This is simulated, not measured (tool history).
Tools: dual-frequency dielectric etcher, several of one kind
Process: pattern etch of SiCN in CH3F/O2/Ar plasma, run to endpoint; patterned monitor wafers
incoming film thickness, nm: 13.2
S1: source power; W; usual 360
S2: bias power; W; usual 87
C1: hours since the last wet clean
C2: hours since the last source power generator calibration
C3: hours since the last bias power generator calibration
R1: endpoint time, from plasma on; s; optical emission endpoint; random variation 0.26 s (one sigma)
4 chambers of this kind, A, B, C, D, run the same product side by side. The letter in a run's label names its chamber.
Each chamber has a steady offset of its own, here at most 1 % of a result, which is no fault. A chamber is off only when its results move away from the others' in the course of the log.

run	day	S1	S2	C1	C2	C3	R1
1D	0.267	360	87	531.1	602.4	3536.3	34.653
2C	0.521	360	87	305.6	651.2	469.2	34.400
3B	0.762	360	87	350.1	510.7	913.8	34.258
4A	0.917	360	87	357.5	2595.3	3432.2	34.199
5A	1.188	360	87	364.0	2601.8	3438.7	34.144
6B	1.392	360	87	365.2	525.8	928.9	34.308
7D	1.571	310	73	562.4	633.7	3567.6	38.618
# day 1.629: chamber D: wet clean of the chamber
8C	1.771	310	73	335.6	681.2	499.2	38.686
9A	1.988	310	73	383.2	2621.0	3457.9	38.406
10B	2.183	310	73	384.2	544.8	947.9	38.996
11D	2.433	300	101	19.3	654.4	3588.3	34.022
12C	2.600	300	101	355.5	701.1	519.1	35.006
13B	2.812	300	101	399.3	559.9	963.0	35.077
14A	2.967	300	101	406.7	2644.5	3481.4	34.465
15D	3.117	390	87	35.7	670.8	3604.7	33.162
16C	3.304	390	87	372.4	718.0	536.0	33.424
# day 3.425: chamber A: wet clean of the chamber
17B	3.546	390	87	416.9	577.5	980.6	33.828
18A	3.812	390	87	9.4	2664.8	3501.7	32.936
# day 4.058: chamber C: wet clean of the chamber
19C	4.112	360	87	1.3	737.4	555.4	34.450
20D	4.371	310	96	65.8	700.9	3634.8	34.695
21A	4.562	310	96	27.4	2682.8	3519.7	34.681
22B	4.800	310	96	447.0	607.6	1010.7	34.569
23D	4.996	310	96	80.8	715.9	3649.8	34.360
24C	5.238	360	87	28.3	764.4	582.4	35.130
25D	5.375	360	87	89.9	725.0	3658.9	33.674
26B	5.633	360	87	467.0	627.6	1030.7	34.553
27A	5.892	440	87	59.3	2714.7	3551.6	31.808
28C	6.029	440	87	47.3	783.4	601.4	32.079

All 4 chambers run these settings next. Forecast each chamber's results:
29A	6.254	360	69				?
29B	6.254	360	69				?
29C	6.254	360	69				?
29D	6.254	360	69				?

run	R1
29A	36.830
29B	36.721
29C	37.104
29D	37.482

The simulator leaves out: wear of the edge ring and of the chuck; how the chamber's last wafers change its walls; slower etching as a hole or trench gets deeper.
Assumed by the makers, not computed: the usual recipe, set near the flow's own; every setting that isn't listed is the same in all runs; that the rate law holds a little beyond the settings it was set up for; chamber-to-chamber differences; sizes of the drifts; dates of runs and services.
